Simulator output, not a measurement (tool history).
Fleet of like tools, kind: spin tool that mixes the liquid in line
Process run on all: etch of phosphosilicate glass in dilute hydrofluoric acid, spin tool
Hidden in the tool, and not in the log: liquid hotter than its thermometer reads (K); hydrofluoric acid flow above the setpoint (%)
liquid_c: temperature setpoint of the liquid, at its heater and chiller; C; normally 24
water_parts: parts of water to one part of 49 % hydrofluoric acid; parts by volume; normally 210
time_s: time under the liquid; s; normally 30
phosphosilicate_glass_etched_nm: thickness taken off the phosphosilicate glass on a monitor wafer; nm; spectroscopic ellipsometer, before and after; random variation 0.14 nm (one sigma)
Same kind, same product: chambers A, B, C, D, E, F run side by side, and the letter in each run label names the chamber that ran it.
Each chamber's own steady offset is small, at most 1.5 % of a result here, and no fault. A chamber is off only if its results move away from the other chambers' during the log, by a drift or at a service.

run,day,liquid_c,water_parts,time_s,hours since the thermometer was replaced,hours since the hydrofluoric acid flow meter was replaced,"read-back film thickness of the phosphosilicate glass reference wafer, read on the same gauge (nm)",phosphosilicate_glass_etched_nm
1E,0.104,24,210,30,601.4,1454.5,99.993,17.7130
2F,0.292,24,210,30,677.5,155.9,99.996,17.5050
3D,0.396,24,210,30,1583.4,1859.0,100.000,18.1140
4C,0.533,24,210,30,998.8,90.4,100.020,17.8900
5A,0.738,24,210,30,1452.6,1092.9,99.980,18.0500
6B,0.958,24,210,30,730.1,376.9,100.020,17.8710
7E,1.150,24,210,30,626.5,1479.6,100.010,17.8210
8F,1.358,24,210,30,703.1,181.5,99.981,17.9670
9C,1.554,24,210,30,1023.3,114.9,99.996,17.7440
10A,1.667,24,210,30,1474.9,1115.2,100.010,18.2510
11D,1.817,24,210,30,1617.5,1893.1,100.010,18.1610
12B,2.017,24,210,30,755.5,402.3,99.998,17.9820
13D,2.162,24,210,30,1625.8,1901.4,100.030,17.8520
14C,2.262,24,210,30,1040.3,131.9,100.020,17.7230
15E,2.467,24,210,30,658.1,1511.2,99.982,17.8620
16A,2.642,24,210,30,1498.3,1138.6,99.982,18.2000
17F,2.838,24,285,25,738.6,217.0,100.000,10.1510
18B,2.958,24,285,25,778.1,424.9,99.973,10.3340
19E,3.150,24,285,25,674.5,1527.6,100.020,10.1820
20A,3.267,24,285,25,1513.3,1153.6,100.020,10.3430
21F,3.462,24,285,25,753.6,232.0,100.000,10.0890
# day 3.508: chamber D: hydrofluoric acid flow meter replaced
22D,3.679,24,285,25,1662.2,4.2,100.010,10.2010
23B,3.846,24,210,30,799.4,446.2,99.991,17.9410
24C,4.038,24,275,15,1082.9,174.5,100.030,6.4214
25E,4.250,24,275,15,700.9,1554.0,99.974,6.4772
# day 4.404: chamber A: hydrofluoric acid flow meter replaced
26F,4.429,24,275,15,776.8,255.2,100.010,6.3940
27D,4.642,24,275,15,1685.3,27.3,100.010,6.4661
28B,4.771,24,275,15,821.6,468.4,100.000,6.4131
29C,4.879,24,275,15,1103.1,194.7,100.020,6.4290
30A,5.017,24,210,30,1555.3,14.8,99.963,18.3570
31E,5.175,24,210,30,723.1,1576.2,100.010,17.8380
32F,5.329,24,210,30,798.4,276.8,99.982,17.9640
33C,5.546,24,210,30,1119.1,210.7,100.030,17.8480
34A,5.721,24,210,30,1572.2,31.7,100.030,18.0030
35D,5.908,24,210,30,1715.7,57.7,99.957,17.9240
36B,6.033,24,210,30,851.9,498.7,100.010,17.9990
37F,6.204,24,210,30,819.4,297.8,100.000,17.8730
38C,6.350,24,210,30,1138.4,230.0,99.961,17.6890
39A,6.517,24,210,30,1591.3,50.8,100.010,17.9480
40E,6.733,24,310,40,760.5,1613.6,100.000,14.6440
41B,6.900,24,310,40,872.7,519.5,100.030,14.6680

Next, all 6 chambers run the settings below, one line each with question marks for the results. What does each chamber give?
42A,7.058,24,210,30,,,,?
42B,7.058,24,210,30,,,,?
42C,7.058,24,210,30,,,,?
42D,7.058,24,210,30,,,,?
42E,7.058,24,210,30,,,,?
42F,7.058,24,210,30,,,,?

run,phosphosilicate_glass_etched_nm
42A,18.1470
42B,18.3050
42C,17.8740
42D,18.0120
42E,17.7920
42F,18.0170
